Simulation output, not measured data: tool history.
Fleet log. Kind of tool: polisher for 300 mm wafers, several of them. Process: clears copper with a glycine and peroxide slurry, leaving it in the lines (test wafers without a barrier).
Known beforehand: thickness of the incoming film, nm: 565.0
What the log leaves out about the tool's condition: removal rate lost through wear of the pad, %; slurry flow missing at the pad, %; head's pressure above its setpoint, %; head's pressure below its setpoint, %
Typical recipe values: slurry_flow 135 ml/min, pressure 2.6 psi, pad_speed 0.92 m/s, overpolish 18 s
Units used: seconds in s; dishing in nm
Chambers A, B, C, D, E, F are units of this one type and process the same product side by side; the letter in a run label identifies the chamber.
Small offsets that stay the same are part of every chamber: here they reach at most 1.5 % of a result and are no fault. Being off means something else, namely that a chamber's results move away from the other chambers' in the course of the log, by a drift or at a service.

run   hour  slurry_flow  pressure  pad_speed  overpolish  wafers polished on this pad  hours since the slurry nozzle was cleaned  hours since the head pressure was calibrated  seconds  dishing
 1C      9          135       2.6       0.92          18                          363                                      410.7                                         686.1   130.83   25.099
 2E   16.1          135       2.6       0.92          18                          790                                       62.8                                         132.4   128.39       25
      16.5  -- chamber A: worn pad replaced by a new one
 3F   25.4          135       2.6       0.92          18                          278                                      197.5                                         447.8   128.49   24.781
      27.9  -- chamber D: worn pad replaced by a new one
 4B   31.3          135       2.6       0.92          18                         1001                                      135.3                                           101   127.45   25.144
      31.7  -- chamber E: worn pad replaced by a new one
 5D   42.3          135       2.6       0.92          18                          140                                      284.7                                         995.4   131.59   24.756
      47.8  -- chamber B: worn pad replaced by a new one
 6A   52.8          135       2.6       0.92          18                          351                                      243.3                                        1159.8   126.76   25.117
      55.4  -- chamber D: slurry nozzle cleaned
 7B   64.9          135       2.6       0.92          18                          165                                      168.9                                         134.6   129.73   24.951
 8E   75.6          135       2.6       0.92          18                          425                                      122.3                                         191.9   126.92   24.606
      78.7  -- chamber C: worn pad replaced by a new one
 9F   83.4          135       2.6       0.92          18                          839                                      255.5                                         505.8   129.63   24.647
      88.2  -- chamber A: worn pad replaced by a new one
      91.5  -- chamber F: worn pad replaced by a new one
10A   92.1          135       2.6       0.92          18                           38                                      282.6                                        1199.1   127.76   24.802
11C  102.4          135       2.6       0.92          18                          230                                      504.1                                         779.5   130.24   24.342
12D  108.6          135       2.6       0.92          18                          781                                       53.2                                        1061.7   130.53   25.017
     110.5  -- chamber D: worn pad replaced by a new one
13C  116.4          135       2.6       0.92          18                          365                                      518.1                                         793.5   130.47    24.84
     116.7  -- chamber E: worn pad replaced by a new one
14E  122.3          135       2.6       0.92          18                           54                                        169                                         238.6   129.88   25.111
       127  -- chamber A: head pressure recalibrated
     129.5  -- chamber F: slurry nozzle cleaned
15B  129.6          135       3.4       0.92          18                          791                                      233.6                                         199.3   103.06   25.482
16F  141.7          135       3.4       0.92          18                          486                                       12.2                                         564.1   102.68   25.211
17D  147.5          135       3.4       0.92          18                          358                                       92.1                                        1100.6   105.69   24.839
18A  156.6          135       3.4       0.92          18                          662                                      347.1                                          29.7   102.27   25.805
19E  169.6          135       3.4       0.92          18                          512                                      216.3                                         285.9   102.43   25.364
     174.3  -- chamber A: worn pad replaced by a new one
     176.9  -- chamber D: head pressure recalibrated
       180  -- chamber F: worn pad replaced by a new one
20F  180.4          135       3.4       0.92          18                            4                                       50.9                                         602.8   104.28   25.614
     188.6  -- chamber B: worn pad replaced by a new one
21A  191.9          135       2.6       1.22          18                          170                                      382.4                                            65   102.33   25.296
     193.2  -- chamber C: worn pad replaced by a new one
     199.3  -- chamber D: worn pad replaced by a new one
22D  203.6          135       2.6       1.22          18                           41                                      148.2                                          26.8    94.38   25.372
       214  -- chamber E: worn pad replaced by a new one
23C  216.1          135       2.6       1.22          18                          222                                      617.8                                         893.2   103.11   24.731
24B  225.4          135       2.6       1.22          18                          356                                      329.4                                         295.1   102.39   25.946
     229.1  -- chamber C: slurry nozzle cleaned
25A  231.7          135       2.6       1.22          18                          555                                      422.2                                         104.8   102.02   25.214
       233  -- chamber B: head pressure recalibrated
26F  242.4          135       2.6       1.22          18                          604                                      112.9                                         664.8   103.74   25.413
     253.7  -- chamber A: worn pad replaced by a new one
     255.1  -- chamber F: head pressure recalibrated
27C  255.2          155       2.6       0.92          18                          600                                       26.1                                         932.3    125.7   24.994
28E  264.7          155       2.6       0.92          18                          490                                      311.4                                           381   124.37   24.424
29B    273          155       2.6       0.92          18                          817                                        377                                            40   127.37   25.221
30D  280.5          155       2.6       0.92          18                          785                                      225.1                                         103.7   121.25   24.934
     282.6  -- chamber C: head pressure recalibrated
     285.1  -- chamber D: worn pad replaced by a new one
     290.5  -- chamber C: worn pad replaced by a new one
     291.4  -- chamber F: worn pad replaced by a new one
31B  292.9          155       2.6       0.92          18                         1010                                      396.9                                          59.9   124.97   24.876
     299.4  -- chamber E: worn pad replaced by a new one
32A  305.1          155       2.6       0.92          18                          497                                      495.6                                         178.2   127.21   25.133
33C  316.3          135       2.6       0.92          18                          249                                       87.2                                          33.7    128.9   24.606
     319.2  -- chamber E: slurry nozzle cleaned
     328.1  -- chamber B: worn pad replaced by a new one
34E  329.6          135       2.6       0.92          18                          292                                       10.5                                         445.9   129.07   25.041
35F  340.8          110       2.6       0.92          27                          478                                      211.3                                          85.8   134.47   26.183
     346.5  -- chamber A: worn pad replaced by a new one
36D  347.3          110       2.6       0.92          27                          602                                      291.9                                         170.5   129.63    27.15
     359.3  -- chamber A: slurry nozzle cleaned
37C  360.4          110       2.6       0.92          27                          676                                      131.3                                          77.8   133.48   26.788
       365  -- chamber D: slurry nozzle cleaned
38E  367.4          110       2.6       0.92          27                          658                                       48.3                                         483.7   134.14   27.072
     371.1  -- chamber D: worn pad replaced by a new one
39A  379.2          110       2.6       0.92          27                          317                                       19.9                                         252.3   134.75   26.907
     383.5  -- chamber F: worn pad replaced by a new one
40F  386.4          110       2.6       0.92          27                           28                                      256.9                                         131.4   134.91   26.487
       387  -- chamber F: slurry nozzle cleaned
41D  398.2          135       2.6       0.92          18                          262                                       33.3                                         221.4   121.13   25.153
       401  -- chamber B: slurry nozzle cleaned
42B  407.6          135       2.6       0.92          18                          770                                        6.6                                         174.6   128.85   25.366
43F  417.9          135       2.6       0.92          18                          333                                         31                                         162.9   128.03   24.162

Next, every chamber runs the same settings. What will each give?
44A  427.6          135       2.6       0.92          18                                                                                                                              ?        ?
44B  427.6          135       2.6       0.92          18                                                                                                                              ?        ?
44C  427.6          135       2.6       0.92          18                                                                                                                              ?        ?
44D  427.6          135       2.6       0.92          18                                                                                                                              ?        ?
44E  427.6          135       2.6       0.92          18                                                                                                                              ?        ?
44F  427.6          135       2.6       0.92          18                                                                                                                              ?        ?

run  seconds  dishing
44A   130.31   24.831
44B   127.54   25.543
44C   131.04   24.453
44D   124.01   24.959
44E   130.87   24.489
44F   129.62   24.342

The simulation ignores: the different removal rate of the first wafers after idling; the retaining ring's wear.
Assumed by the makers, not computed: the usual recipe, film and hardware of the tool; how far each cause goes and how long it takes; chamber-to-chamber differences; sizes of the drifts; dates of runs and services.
